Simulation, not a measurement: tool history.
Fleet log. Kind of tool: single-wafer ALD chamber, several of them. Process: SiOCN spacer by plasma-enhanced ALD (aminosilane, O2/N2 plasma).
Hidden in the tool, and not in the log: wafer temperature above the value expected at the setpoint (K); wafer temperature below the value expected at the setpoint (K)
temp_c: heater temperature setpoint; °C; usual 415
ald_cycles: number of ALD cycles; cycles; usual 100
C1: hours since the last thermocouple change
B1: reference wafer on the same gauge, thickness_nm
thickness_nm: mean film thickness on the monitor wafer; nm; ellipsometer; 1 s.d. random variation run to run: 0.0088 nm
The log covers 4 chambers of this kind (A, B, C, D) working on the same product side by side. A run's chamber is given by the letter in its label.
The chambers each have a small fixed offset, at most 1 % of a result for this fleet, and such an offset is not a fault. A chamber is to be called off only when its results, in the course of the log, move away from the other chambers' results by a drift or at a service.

{"run": "1D", "hour": 10.5, "temp_c": 415, "ald_cycles": 100, "C1": 1139.9, "B1": 5.9998, "thickness_nm": 5.7537}
{"run": "2C", "hour": 24.2, "temp_c": 415, "ald_cycles": 100, "C1": 1026.3, "B1": 5.9977, "thickness_nm": 5.7897}
{"run": "3A", "hour": 31.7, "temp_c": 415, "ald_cycles": 100, "C1": 2515.3, "B1": 5.996, "thickness_nm": 5.7996}
{"run": "4B", "hour": 44.9, "temp_c": 415, "ald_cycles": 100, "C1": 529.4, "B1": 5.9943, "thickness_nm": 5.7962}
{"run": "5C", "hour": 52.5, "temp_c": 415, "ald_cycles": 100, "C1": 1054.6, "B1": 5.9966, "thickness_nm": 5.793}
{"run": "6D", "hour": 65.5, "temp_c": 415, "ald_cycles": 100, "C1": 1194.9, "B1": 5.9928, "thickness_nm": 5.7477}
{"run": "7B", "hour": 72.0, "temp_c": 415, "ald_cycles": 100, "C1": 556.5, "B1": 5.9936, "thickness_nm": 5.7842}
{"run": "8A", "hour": 82.9, "temp_c": 415, "ald_cycles": 100, "C1": 2566.5, "B1": 5.9915, "thickness_nm": 5.8027}
{"hour": 90.2, "done": "chamber D: thermocouple changed; heater temperature recalibrated"}
{"run": "9D", "hour": 91.0, "temp_c": 415, "ald_cycles": 100, "C1": 0.8, "B1": 5.9908, "thickness_nm": 5.719}
{"run": "10A", "hour": 102.7, "temp_c": 415, "ald_cycles": 100, "C1": 2586.3, "B1": 5.9917, "thickness_nm": 5.791}
{"run": "11C", "hour": 116.1, "temp_c": 404, "ald_cycles": 88, "C1": 1118.2, "B1": 5.9878, "thickness_nm": 5.293}
{"run": "12B", "hour": 129.8, "temp_c": 404, "ald_cycles": 88, "C1": 614.3, "B1": 5.9867, "thickness_nm": 5.2678}
{"run": "13D", "hour": 141.2, "temp_c": 404, "ald_cycles": 88, "C1": 51.0, "B1": 5.9853, "thickness_nm": 5.2109}
{"run": "14C", "hour": 154.6, "temp_c": 404, "ald_cycles": 88, "C1": 1156.7, "B1": 5.9818, "thickness_nm": 5.2829}
{"run": "15A", "hour": 165.8, "temp_c": 415, "ald_cycles": 100, "C1": 2649.4, "B1": 5.9832, "thickness_nm": 5.7907}
{"run": "16B", "hour": 175.6, "temp_c": 415, "ald_cycles": 100, "C1": 660.1, "B1": 5.9802, "thickness_nm": 5.7718}
{"hour": 180.1, "done": "chamber C: thermocouple changed; heater temperature recalibrated"}
{"run": "17C", "hour": 189.9, "temp_c": 415, "ald_cycles": 100, "C1": 9.8, "B1": 5.9825, "thickness_nm": 5.783}
{"run": "18A", "hour": 196.5, "temp_c": 415, "ald_cycles": 100, "C1": 2680.1, "B1": 5.9783, "thickness_nm": 5.7916}
{"run": "19B", "hour": 210.3, "temp_c": 415, "ald_cycles": 100, "C1": 694.8, "B1": 5.9786, "thickness_nm": 5.7867}
{"run": "20D", "hour": 224.5, "temp_c": 415, "ald_cycles": 100, "C1": 134.3, "B1": 5.9759, "thickness_nm": 5.7248}
{"run": "21C", "hour": 236.5, "temp_c": 415, "ald_cycles": 100, "C1": 56.4, "B1": 5.9761, "thickness_nm": 5.7832}
{"run": "22D", "hour": 245.4, "temp_c": 415, "ald_cycles": 100, "C1": 155.2, "B1": 5.9746, "thickness_nm": 5.7195}
{"hour": 254.3, "done": "chamber A: thermocouple changed; heater temperature recalibrated"}
{"run": "23A", "hour": 257.2, "temp_c": 415, "ald_cycles": 100, "C1": 3.0, "B1": 5.9716, "thickness_nm": 5.7721}
{"run": "24B", "hour": 267.4, "temp_c": 415, "ald_cycles": 100, "C1": 751.9, "B1": 5.9713, "thickness_nm": 5.7533}
{"run": "25B", "hour": 278.9, "temp_c": 415, "ald_cycles": 100, "C1": 763.4, "B1": 5.9712, "thickness_nm": 5.7588}
{"run": "26D", "hour": 291.7, "temp_c": 426, "ald_cycles": 111, "C1": 201.5, "B1": 5.9686, "thickness_nm": 6.1169}
{"run": "27A", "hour": 301.4, "temp_c": 426, "ald_cycles": 111, "C1": 47.2, "B1": 5.9647, "thickness_nm": 6.185}
{"run": "28C", "hour": 312.9, "temp_c": 426, "ald_cycles": 111, "C1": 132.8, "B1": 5.9665, "thickness_nm": 6.1943}
{"run": "29D", "hour": 326.0, "temp_c": 426, "ald_cycles": 111, "C1": 235.8, "B1": 5.9629, "thickness_nm": 6.1154}
{"run": "30C", "hour": 334.8, "temp_c": 415, "ald_cycles": 100, "C1": 154.7, "B1": 5.9644, "thickness_nm": 5.7605}
{"run": "31B", "hour": 343.6, "temp_c": 415, "ald_cycles": 100, "C1": 828.1, "B1": 5.9637, "thickness_nm": 5.7569}

Each of the 4 chambers runs these same settings next. Fill in every chamber's results:
{"run": "32A", "hour": 354.0, "temp_c": 406, "ald_cycles": 100, "thickness_nm": "?"}
{"run": "32B", "hour": 354.0, "temp_c": 406, "ald_cycles": 100, "thickness_nm": "?"}
{"run": "32C", "hour": 354.0, "temp_c": 406, "ald_cycles": 100, "thickness_nm": "?"}
{"run": "32D", "hour": 354.0, "temp_c": 406, "ald_cycles": 100, "thickness_nm": "?"}

run=32A thickness_nm=5.9217
run=32B thickness_nm=5.9317
run=32C thickness_nm=5.9302
run=32D thickness_nm=5.8855

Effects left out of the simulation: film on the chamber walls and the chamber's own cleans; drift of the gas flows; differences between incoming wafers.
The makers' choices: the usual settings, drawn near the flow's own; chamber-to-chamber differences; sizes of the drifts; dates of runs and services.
